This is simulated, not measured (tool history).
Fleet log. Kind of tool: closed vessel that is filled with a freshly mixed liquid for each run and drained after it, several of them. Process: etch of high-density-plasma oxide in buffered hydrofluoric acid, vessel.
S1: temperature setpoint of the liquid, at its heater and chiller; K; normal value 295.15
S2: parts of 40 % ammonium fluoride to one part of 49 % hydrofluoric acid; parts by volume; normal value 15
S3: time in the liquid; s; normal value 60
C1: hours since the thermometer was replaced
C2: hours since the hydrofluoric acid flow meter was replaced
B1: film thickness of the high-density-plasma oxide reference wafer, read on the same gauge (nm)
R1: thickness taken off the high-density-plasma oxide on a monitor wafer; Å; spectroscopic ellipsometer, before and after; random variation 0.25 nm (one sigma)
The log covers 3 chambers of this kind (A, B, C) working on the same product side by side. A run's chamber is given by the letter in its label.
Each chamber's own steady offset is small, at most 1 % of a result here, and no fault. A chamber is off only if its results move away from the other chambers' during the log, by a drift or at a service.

run 1C hour=10.4 | S1=295.15 S2=15 S3=60 | C1=1080.8 C2=792.4 | B1=140.01 | R1=553.35
run 2B hour=16.7 | S1=295.15 S2=15 S3=60 | C1=930.8 C2=683.6 | B1=140.07 | R1=564.53
run 3A hour=29.5 | S1=295.15 S2=15 S3=60 | C1=1107.2 C2=1054.6 | B1=140.02 | R1=562.11
-- hour=38 chamber B: hydrofluoric acid flow meter replaced
run 4B hour=38 | S1=295.15 S2=15 S3=60 | C1=952.1 C2=0 | B1=140.03 | R1=568.64
run 5C hour=50.4 | S1=295.15 S2=15 S3=60 | C1=1120.8 C2=832.4 | B1=139.96 | R1=561.78
run 6A hour=63.3 | S1=295.15 S2=15 S3=60 | C1=1141 C2=1088.4 | B1=140.01 | R1=563.81
-- hour=72.5 chamber B: thermometer replaced
run 7B hour=74.6 | S1=295.15 S2=15 S3=60 | C1=2.2 C2=36.6 | B1=140.01 | R1=563.08
run 8C hour=81.6 | S1=295.15 S2=15 S3=60 | C1=1152 C2=863.6 | B1=139.95 | R1=556.55
run 9A hour=88.7 | S1=295.15 S2=15 S3=60 | C1=1166.4 C2=1113.8 | B1=139.98 | R1=563.54
run 10C hour=98.1 | S1=295.15 S2=15 S3=45 | C1=1168.5 C2=880.1 | B1=139.98 | R1=420.02
run 11A hour=112.1 | S1=295.15 S2=15 S3=45 | C1=1189.8 C2=1137.2 | B1=139.97 | R1=423.15
run 12B hour=125.6 | S1=295.15 S2=15 S3=45 | C1=53.2 C2=87.6 | B1=140.01 | R1=423.52
run 13B hour=132.7 | S1=295.15 S2=15 S3=30 | C1=60.3 C2=94.7 | B1=140.04 | R1=282.9
run 14C hour=146.3 | S1=295.15 S2=15 S3=30 | C1=1216.7 C2=928.3 | B1=140.02 | R1=283.45
run 15A hour=157.3 | S1=295.15 S2=15 S3=30 | C1=1235 C2=1182.4 | B1=140.07 | R1=282.45
run 16B hour=170.3 | S1=295.15 S2=15 S3=60 | C1=97.9 C2=132.3 | B1=140.02 | R1=564.54
run 17A hour=177.9 | S1=295.15 S2=20.5 S3=60 | C1=1255.6 C2=1203 | B1=139.96 | R1=418.29
run 18C hour=189.8 | S1=295.15 S2=20.5 S3=60 | C1=1260.2 C2=971.8 | B1=140.01 | R1=425.15
run 19C hour=202.6 | S1=295.15 S2=20.5 S3=60 | C1=1273 C2=984.6 | B1=139.98 | R1=423.38
run 20B hour=212.2 | S1=295.15 S2=15 S3=60 | C1=139.8 C2=174.2 | B1=140.03 | R1=562.72
run 21A hour=224.9 | S1=295.15 S2=15 S3=60 | C1=1302.6 C2=1250 | B1=140 | R1=562.6
-- hour=234.1 chamber A: thermometer replaced
run 22C hour=234.9 | S1=295.15 S2=19 S3=70 | C1=1305.3 C2=1016.9 | B1=140.01 | R1=531.28
run 23B hour=245.4 | S1=295.15 S2=19 S3=70 | C1=173 C2=207.4 | B1=140 | R1=519.01
run 24A hour=257.7 | S1=295.15 S2=19 S3=70 | C1=23.7 C2=1282.8 | B1=139.97 | R1=519.78
run 25B hour=271.2 | S1=295.15 S2=15 S3=60 | C1=198.8 C2=233.2 | B1=140.01 | R1=566.87
run 26A hour=279.4 | S1=295.15 S2=15 S3=60 | C1=45.4 C2=1304.5 | B1=140.02 | R1=561.31
run 27C hour=289.4 | S1=295.15 S2=15 S3=60 | C1=1359.8 C2=1071.4 | B1=139.99 | R1=582.52
run 28A hour=296 | S1=295.15 S2=10 S3=80 | C1=62 C2=1321.1 | B1=139.98 | R1=1119.2
run 29C hour=307.2 | S1=295.15 S2=10 S3=80 | C1=1377.6 C2=1089.2 | B1=140.02 | R1=1158.5

All 3 chambers run these settings next. Forecast each chamber's results:
run 30A hour=317.4 | S1=295.15 S2=15 S3=60 | R1=?
run 30B hour=317.4 | S1=295.15 S2=15 S3=60 | R1=?
run 30C hour=317.4 | S1=295.15 S2=15 S3=60 | R1=?

run=30A R1=564.34
run=30B R1=564.52
run=30C R1=584.84
